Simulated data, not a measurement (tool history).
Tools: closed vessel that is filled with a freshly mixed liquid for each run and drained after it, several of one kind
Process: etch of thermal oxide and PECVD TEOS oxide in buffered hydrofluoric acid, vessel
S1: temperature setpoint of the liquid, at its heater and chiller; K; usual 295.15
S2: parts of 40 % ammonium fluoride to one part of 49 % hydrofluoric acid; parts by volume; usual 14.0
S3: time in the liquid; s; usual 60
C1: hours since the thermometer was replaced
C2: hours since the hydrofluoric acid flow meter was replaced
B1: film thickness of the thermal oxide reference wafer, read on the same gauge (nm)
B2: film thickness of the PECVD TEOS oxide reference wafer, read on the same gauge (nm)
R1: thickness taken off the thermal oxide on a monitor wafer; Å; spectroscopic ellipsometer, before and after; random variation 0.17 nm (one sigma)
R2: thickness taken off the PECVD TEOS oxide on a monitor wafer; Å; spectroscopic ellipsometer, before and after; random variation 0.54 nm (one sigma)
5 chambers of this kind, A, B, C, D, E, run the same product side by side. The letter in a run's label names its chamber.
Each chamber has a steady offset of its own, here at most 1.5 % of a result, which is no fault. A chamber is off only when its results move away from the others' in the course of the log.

run,hour,S1,S2,S3,C1,C2,B1,B2,R1,R2
1E,12.0,295.15,14.0,60,999.8,925.8,140.00,140.00,440.29,551.12
2B,19.0,295.15,14.0,60,554.7,516.3,139.98,140.02,445.95,535.50
3C,30.2,295.15,14.0,60,251.1,89.8,139.99,139.96,440.42,534.99
4A,36.7,295.15,14.0,60,604.8,1105.1,140.01,140.01,443.65,545.89
5D,44.0,295.15,14.0,60,991.7,1209.6,140.04,140.00,442.33,538.07
6C,54.8,295.15,14.0,60,275.7,114.4,139.96,140.01,437.15,539.13
7B,67.7,295.15,14.0,60,603.4,565.0,140.00,140.02,448.13,541.98
8E,78.8,295.15,14.0,60,1066.6,992.6,140.05,140.01,441.97,541.43
9D,88.7,295.15,14.0,60,1036.4,1254.3,139.98,140.00,443.87,546.30
10A,95.9,295.15,14.0,60,664.0,1164.3,140.01,139.98,445.70,554.73
11A,107.4,295.15,14.0,60,675.5,1175.8,140.00,140.02,444.55,553.25
12C,116.4,295.15,14.0,60,337.3,176.0,140.04,139.99,439.09,549.54
13E,123.4,291.15,17.5,60,1111.2,1037.2,140.02,140.00,281.33,353.89
14D,129.7,291.15,17.5,60,1077.4,1295.3,140.00,140.04,284.68,354.48
15B,141.1,291.15,17.5,60,676.8,638.4,139.96,140.01,286.82,343.48
# hour 147.6: chamber A: hydrofluoric acid flow meter replaced
16B,148.0,291.15,17.5,60,683.7,645.3,139.98,140.03,287.91,336.87
# hour 148.1: chamber D: hydrofluoric acid flow meter replaced
17E,156.1,291.15,17.5,60,1143.9,1069.9,140.00,140.02,282.65,348.88
18D,166.5,295.15,14.0,60,1114.2,18.5,139.99,140.00,444.53,539.62
19C,179.5,295.15,14.0,60,400.4,239.1,140.01,140.00,438.74,527.54
20A,188.4,295.15,14.0,60,756.5,40.8,140.02,140.01,446.31,545.62
21B,197.5,295.15,14.0,60,733.2,694.8,139.99,140.01,445.63,535.77
# hour 202.8: chamber E: hydrofluoric acid flow meter replaced
22A,204.4,295.15,14.0,60,772.5,56.8,139.99,140.01,444.62,555.52
23C,211.6,295.15,14.0,60,432.5,271.2,140.01,139.98,439.03,536.86
24D,217.4,295.15,14.0,60,1165.1,69.4,140.04,139.99,444.24,543.01
25E,230.3,295.15,14.0,60,1218.1,27.5,140.03,139.99,441.50,545.45
26B,238.1,295.15,14.0,60,773.8,735.4,140.02,140.00,447.02,537.32
27D,249.0,295.15,14.0,60,1196.7,101.0,140.02,140.00,445.42,543.65
28E,255.6,295.15,14.0,60,1243.4,52.8,140.06,140.00,441.77,552.24
29A,264.8,295.15,14.0,60,832.9,117.2,140.00,139.98,445.26,545.23
30C,271.9,295.15,14.0,60,492.8,331.5,139.99,139.98,440.02,550.72

All 5 chambers run these settings next. Forecast each chamber's results:
31A,281.5,295.15,14.0,60,,,,,?,?
31B,281.5,295.15,14.0,60,,,,,?,?
31C,281.5,295.15,14.0,60,,,,,?,?
31D,281.5,295.15,14.0,60,,,,,?,?
31E,281.5,295.15,14.0,60,,,,,?,?

run,R1,R2
31A,446.36,554.02
31B,450.64,540.65
31C,442.47,545.09
31D,446.50,542.64
31E,438.53,540.94

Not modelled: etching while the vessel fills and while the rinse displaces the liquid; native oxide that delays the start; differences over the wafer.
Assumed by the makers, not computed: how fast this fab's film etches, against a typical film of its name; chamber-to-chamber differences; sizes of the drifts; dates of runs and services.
